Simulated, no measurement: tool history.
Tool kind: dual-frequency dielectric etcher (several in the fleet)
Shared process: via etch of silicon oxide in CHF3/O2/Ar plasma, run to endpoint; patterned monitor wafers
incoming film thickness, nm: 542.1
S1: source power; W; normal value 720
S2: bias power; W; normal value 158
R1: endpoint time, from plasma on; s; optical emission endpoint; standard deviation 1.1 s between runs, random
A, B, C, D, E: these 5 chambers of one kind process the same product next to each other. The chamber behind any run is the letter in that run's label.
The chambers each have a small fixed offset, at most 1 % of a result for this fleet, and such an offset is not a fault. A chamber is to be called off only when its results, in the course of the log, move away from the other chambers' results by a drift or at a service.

{"run": "1B", "day": 0.196, "S1": 720, "S2": 158, "R1": 267.52}
{"run": "2E", "day": 0.4, "S1": 720, "S2": 158, "R1": 269.59}
{"run": "3C", "day": 0.575, "S1": 720, "S2": 158, "R1": 264.68}
{"run": "4A", "day": 0.858, "S1": 720, "S2": 158, "R1": 266.93}
{"run": "5D", "day": 1.125, "S1": 720, "S2": 158, "R1": 269.25}
{"run": "6C", "day": 1.412, "S1": 720, "S2": 158, "R1": 267.2}
{"run": "7B", "day": 1.55, "S1": 720, "S2": 158, "R1": 268.19}
{"run": "8E", "day": 1.688, "S1": 720, "S2": 158, "R1": 268.57}
{"run": "9A", "day": 1.862, "S1": 720, "S2": 158, "R1": 268.5}
{"run": "10D", "day": 2.075, "S1": 720, "S2": 158, "R1": 268.69}
{"run": "11B", "day": 2.271, "S1": 720, "S2": 158, "R1": 267.04}
{"run": "12E", "day": 2.492, "S1": 720, "S2": 158, "R1": 269.02}
{"run": "13A", "day": 2.767, "S1": 720, "S2": 158, "R1": 267.06}
{"day": 2.908, "done": "chamber A: wet clean of the chamber"}
{"run": "14D", "day": 3.054, "S1": 720, "S2": 158, "R1": 269.6}
{"run": "15C", "day": 3.217, "S1": 720, "S2": 158, "R1": 267.99}
{"run": "16E", "day": 3.404, "S1": 840, "S2": 158, "R1": 255.79}
{"run": "17A", "day": 3.65, "S1": 840, "S2": 158, "R1": 261.24}
{"day": 3.696, "done": "chamber E: wet clean of the chamber"}
{"run": "18C", "day": 3.933, "S1": 840, "S2": 158, "R1": 250.97}
{"run": "19B", "day": 4.121, "S1": 840, "S2": 158, "R1": 253.12}
{"run": "20D", "day": 4.3, "S1": 840, "S2": 158, "R1": 252.9}
{"run": "21C", "day": 4.504, "S1": 720, "S2": 158, "R1": 266.7}
{"run": "22A", "day": 4.792, "S1": 720, "S2": 158, "R1": 278.83}
{"run": "23E", "day": 5.071, "S1": 720, "S2": 158, "R1": 269.13}
{"run": "24D", "day": 5.279, "S1": 720, "S2": 158, "R1": 266.83}
{"run": "25B", "day": 5.417, "S1": 720, "S2": 158, "R1": 269.34}
{"run": "26C", "day": 5.588, "S1": 720, "S2": 158, "R1": 263.57}
{"run": "27B", "day": 5.712, "S1": 720, "S2": 158, "R1": 268.72}
{"run": "28E", "day": 5.929, "S1": 720, "S2": 158, "R1": 269.67}
{"run": "29D", "day": 6.075, "S1": 720, "S2": 158, "R1": 268.97}
{"run": "30A", "day": 6.283, "S1": 720, "S2": 158, "R1": 277.03}
{"run": "31B", "day": 6.475, "S1": 720, "S2": 158, "R1": 266.77}
{"run": "32A", "day": 6.633, "S1": 720, "S2": 158, "R1": 277.11}
{"run": "33C", "day": 6.829, "S1": 720, "S2": 158, "R1": 266.26}
{"run": "34E", "day": 7.012, "S1": 720, "S2": 158, "R1": 268.98}

One chamber off, gauge drift, or nothing amiss beyond the chambers' own small offsets? If it is a chamber, which one, and what is the likeliest cause?

After it was serviced, chamber A no longer matches the other chambers.
What lies behind it: etch rate under this chamber's usual, % = 3.4.

Here are 4 candidates for chamber A's next run, each the usual settings with a change, their results left as question marks. Which one brings its results back in line with what the others give on the usual settings?
Maximum distance from the other chambers' mean on the usual settings for a result to count as in line: R1 3.8 s
{"run": "35A-1", "day": 7.225, "S1": 720, "S2": 163, "R1": "?"}
{"run": "35A-2", "day": 7.225, "S1": 760, "S2": 165, "R1": "?"}
{"run": "35A-3", "day": 7.225, "S1": 720, "S2": 153, "R1": "?"}
{"run": "35A-4", "day": 7.225, "S1": 680, "S2": 151, "R1": "?"}

On the usual settings, the other chambers give on average: R1 267.58 s
run=35A-1 R1=273.97
run=35A-2 R1=267.21
run=35A-3 R1=279.72
run=35A-4 R1=287.24
The answer is 35A-2, which returns the chamber to within the allowed miss of the others.
